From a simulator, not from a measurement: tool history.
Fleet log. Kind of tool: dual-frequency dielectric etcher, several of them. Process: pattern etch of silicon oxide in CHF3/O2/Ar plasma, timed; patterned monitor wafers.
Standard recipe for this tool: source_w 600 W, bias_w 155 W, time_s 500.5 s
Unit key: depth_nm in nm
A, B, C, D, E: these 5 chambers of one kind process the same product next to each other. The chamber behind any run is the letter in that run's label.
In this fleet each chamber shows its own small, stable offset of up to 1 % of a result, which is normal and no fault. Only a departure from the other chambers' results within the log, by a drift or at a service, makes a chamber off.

run	day	source_w	bias_w	time_s	hours since the last wet clean	hours since the last source power generator calibration	hours since the last bias power generator calibration	read-back reference wafer on the same gauge, depth_nm	depth_nm
1E	0.212	600	155	500.5	296.5	1344.8	420.8	946.79	946.06
2C	0.583	600	155	500.5	121.1	124.6	2327.5	946.79	936.34
3B	0.788	600	155	500.5	403.1	3441.9	112.7	946.49	936.56
4A	1.142	600	155	500.5	173.0	448.2	2468.2	946.63	951.93
5D	1.408	600	155	500.5	371.2	2654.1	1130.3	946.34	933.72
6B	1.658	600	155	500.5	424.0	3462.8	133.6	946.07	939.97
7C	2.025	600	155	500.5	155.7	159.2	2362.1	945.84	939.56
8E	2.288	600	155	500.5	346.3	1394.6	470.6	945.86	941.12
9A	2.538	600	155	500.5	206.5	481.7	2501.7	945.35	951.30
10D	2.796	600	155	500.5	404.5	2687.4	1163.6	945.77	931.57
11B	3.096	600	155	500.5	458.5	3497.3	168.1	945.35	937.11
12C	3.329	600	155	500.5	187.0	190.5	2393.4	945.20	936.69
13D	3.617	600	155	500.5	424.2	2707.1	1183.3	945.05	932.59
14E	3.879	600	155	500.5	384.5	1432.8	508.8	944.95	942.50
15A	4.188	600	155	500.5	246.1	521.3	2541.3	944.98	949.27
16B	4.521	600	155	500.5	492.7	3531.5	202.3	944.84	935.16
17E	4.825	600	155	500.5	407.2	1455.5	531.5	944.05	939.27
18C	5.142	600	155	500.5	230.5	234.0	2436.9	944.58	934.36
# day 5.262: chamber E: wet clean of the chamber
19D	5.371	600	155	500.5	466.3	2749.2	1225.4	944.03	931.45
20A	5.621	600	155	500.5	280.5	555.7	2575.7	943.77	945.91
21D	5.921	600	155	500.5	479.5	2762.4	1238.6	943.96	930.68
22B	6.175	680	155	580.5	532.4	3571.2	242.0	943.62	1134.70
23E	6.512	680	155	580.5	30.1	1496.0	572.0	943.86	1144.70
24A	6.762	680	155	580.5	307.9	583.1	2603.1	943.76	1150.00
25C	7.150	680	155	580.5	278.7	282.2	2485.1	943.23	1137.40
26D	7.438	680	155	580.5	515.9	2798.8	1275.0	942.97	1132.20
27B	7.679	600	155	500.5	568.5	3607.3	278.1	943.05	932.94
# day 7.788: chamber D: wet clean of the chamber
28E	7.854	600	155	500.5	62.3	1528.2	604.2	942.76	937.20
29C	8.179	600	155	500.5	303.4	306.9	2509.8	942.50	932.86
30A	8.367	600	191	500.5	346.4	621.6	2641.6	942.60	1015.50
31C	8.596	600	191	500.5	313.4	316.9	2519.8	942.31	1004.10
32A	8.883	600	191	500.5	358.8	634.0	2654.0	942.14	1016.20
# day 9.046: chamber B: wet clean of the chamber
33B	9.088	600	191	500.5	1.1	3641.1	311.9	942.38	1002.20
34E	9.425	600	191	500.5	100.0	1565.9	641.9	942.17	1007.20
35D	9.767	600	155	500.5	47.5	2854.7	1330.9	942.02	930.65
36D	9.950	600	155	500.5	51.9	2859.1	1335.3	941.58	929.97
37E	10.271	600	155	500.5	120.3	1586.2	662.2	941.27	937.22
38C	10.521	600	155	500.5	359.6	363.1	2566.0	941.40	933.66
39B	10.754	600	155	500.5	41.1	3681.1	351.9	941.41	932.18

What goes on in this fleet: one chamber off, a drifting gauge, or nothing beyond the chambers' own small offsets? Name the chamber and the cause, if any.

None of the chambers is off. What moves is the gauge, dragging all their readings along together.
Cause: gauge reads low (%) = 0.619.
